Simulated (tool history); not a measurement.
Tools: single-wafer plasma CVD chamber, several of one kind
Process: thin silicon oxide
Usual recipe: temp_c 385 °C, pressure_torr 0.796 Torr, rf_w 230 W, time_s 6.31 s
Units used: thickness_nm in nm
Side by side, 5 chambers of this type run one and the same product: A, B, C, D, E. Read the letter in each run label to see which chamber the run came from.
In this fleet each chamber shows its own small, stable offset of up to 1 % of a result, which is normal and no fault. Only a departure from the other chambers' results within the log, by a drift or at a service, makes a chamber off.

run   hour  temp_c  pressure_torr  rf_w  time_s  hours since the last thermocouple change  hours since the last RF generator calibration  hours since the last manometer calibration  read-back reference wafer on the same gauge, thickness_nm  thickness_nm
 1B    5.6     385          0.796   230    6.31                                     525.4                                         1241.8                                       185.4                                                     11.100       10.4350
 2A   14.6     385          0.796   230    6.31                                    1172.7                                          745.6                                       615.3                                                     11.106       10.2610
 3D   22.4     385          0.796   230    6.31                                    1797.6                                           89.4                                       266.9                                                     11.095       10.4150
 4C   30.9     385          0.796   230    6.31                                    1319.8                                          729.9                                       429.2                                                     11.093       10.3710
 5E   39.0     380          0.796   255    6.31                                     515.9                                          134.8                                       633.6                                                     11.098       10.9680
 6E   45.2     380          0.796   255    6.31                                     522.1                                          141.0                                       639.8                                                     11.096       11.0430
 7D   50.7     380          0.796   255    6.31                                    1825.9                                          117.7                                       295.2                                                     11.109       10.9330
 8A   61.5     380          0.796   255    6.31                                    1219.6                                          792.5                                       662.2                                                     11.113       10.7540
 9B   66.8     380          0.796   255    6.31                                     586.6                                         1303.0                                       246.6                                                     11.108       10.9460
10C   71.7     385          0.796   230    6.31                                    1360.6                                          770.7                                       470.0                                                     11.104       10.2980
11C   80.9     385          0.796   230    6.31                                    1369.8                                          779.9                                       479.2                                                     11.094       10.3340
12B   86.0     385          0.796   230    6.31                                     605.8                                         1322.2                                       265.8                                                     11.095       10.4400
13E   94.1     385          0.796   230    6.31                                     571.0                                          189.9                                       688.7                                                     11.097       10.4830
14D  101.2     385          0.796   230    6.31                                    1876.4                                          168.2                                       345.7                                                     11.098       10.3040
15A  106.5     385          0.796   230    6.31                                    1264.6                                          837.5                                       707.2                                                     11.097       10.3020
16B  115.4     385          0.796   230    6.31                                     635.2                                         1351.6                                       295.2                                                     11.095       10.4080
     120.5  -- chamber B: RF generator calibrated
17A  123.2     385          0.796   230    6.31                                    1281.3                                          854.2                                       723.9                                                     11.103       10.2340
18D  133.0     375          0.796   275    6.31                                    1908.2                                          200.0                                       377.5                                                     11.087       11.2810
19E  139.5     375          0.796   275    6.31                                     616.4                                          235.3                                       734.1                                                     11.102       11.3710
20C  145.4     375          0.796   275    6.31                                    1434.3                                          844.4                                       543.7                                                     11.106       11.3530
21B  154.0     375          0.796   275    6.31                                     673.8                                           33.6                                       333.8                                                     11.098       11.4370
     157.5  -- chamber E: capacitance manometer re-zeroed and calibrated
22D  160.9     375          0.796   275    6.31                                    1936.1                                          227.9                                       405.4                                                     11.094       11.2860
23A  167.5     389          0.704   230    6.31                                    1325.6                                          898.5                                       768.2                                                     11.106        9.0453
24E  173.2     389          0.704   230    6.31                                     650.1                                          269.0                                        15.7                                                     11.106        8.7436
25C  183.0     389          0.704   230    6.31                                    1471.9                                          882.0                                       581.3                                                     11.094        9.0777
     186.1  -- chamber D: thermocouple changed; heater temperature recalibrated
26A  189.7     389          0.704   230    6.31                                    1347.8                                          920.7                                       790.4                                                     11.086        9.0414
27C  198.1     389          0.704   230    6.31                                    1487.0                                          897.1                                       596.4                                                     11.101        9.1004
28B  206.6     385          0.796   230    6.31                                     726.4                                           86.2                                       386.4                                                     11.110       10.4240
29D  215.4     385          0.796   230    6.31                                      29.3                                          282.4                                       459.9                                                     11.105       10.4030
30E  222.1     385          0.796   230    6.31                                     699.0                                          317.9                                        64.6                                                     11.094        9.9036
31D  227.2     385          0.927   210    6.31                                      41.1                                          294.2                                       471.7                                                     11.102       11.3860
32B  232.8     385          0.927   210    6.31                                     752.6                                          112.4                                       412.6                                                     11.098       11.3530
33E  238.2     385          0.927   210    6.31                                     715.1                                          334.0                                        80.7                                                     11.096       10.8340
34C  246.0     385          0.927   210    6.31                                    1534.9                                          945.0                                       644.3                                                     11.092       11.3330
35A  252.1     385          0.927   210    6.31                                    1410.2                                          983.1                                       852.8                                                     11.097       11.2430
36C  260.7     385          0.796   200    5.46                                    1549.6                                          959.7                                       659.0                                                     11.103        8.4698
37B  267.5     385          0.796   200    5.46                                     787.3                                          147.1                                       447.3                                                     11.091        8.4247
38E  275.3     385          0.796   200    5.46                                     752.2                                          371.1                                       117.8                                                     11.100        8.0350
     280.6  -- chamber A: thermocouple changed; heater temperature recalibrated
39A  282.8     385          0.796   200    5.46                                       2.2                                         1013.8                                       883.5                                                     11.108        8.3434
40D  290.7     385          0.796   200    5.46                                     104.6                                          357.7                                       535.2                                                     11.106        8.4512

Predict what each chamber gives when all 5 of them run the settings below next.
41A  298.4     385          0.796   230    6.31                                                                                                                                                                                                             ?
41B  298.4     385          0.796   230    6.31                                                                                                                                                                                                             ?
41C  298.4     385          0.796   230    6.31                                                                                                                                                                                                             ?
41D  298.4     385          0.796   230    6.31                                                                                                                                                                                                             ?
41E  298.4     385          0.796   230    6.31                                                                                                                                                                                                             ?

run  thickness_nm
41A       10.3240
41B       10.4890
41C       10.3160
41D       10.3120
41E        9.9480
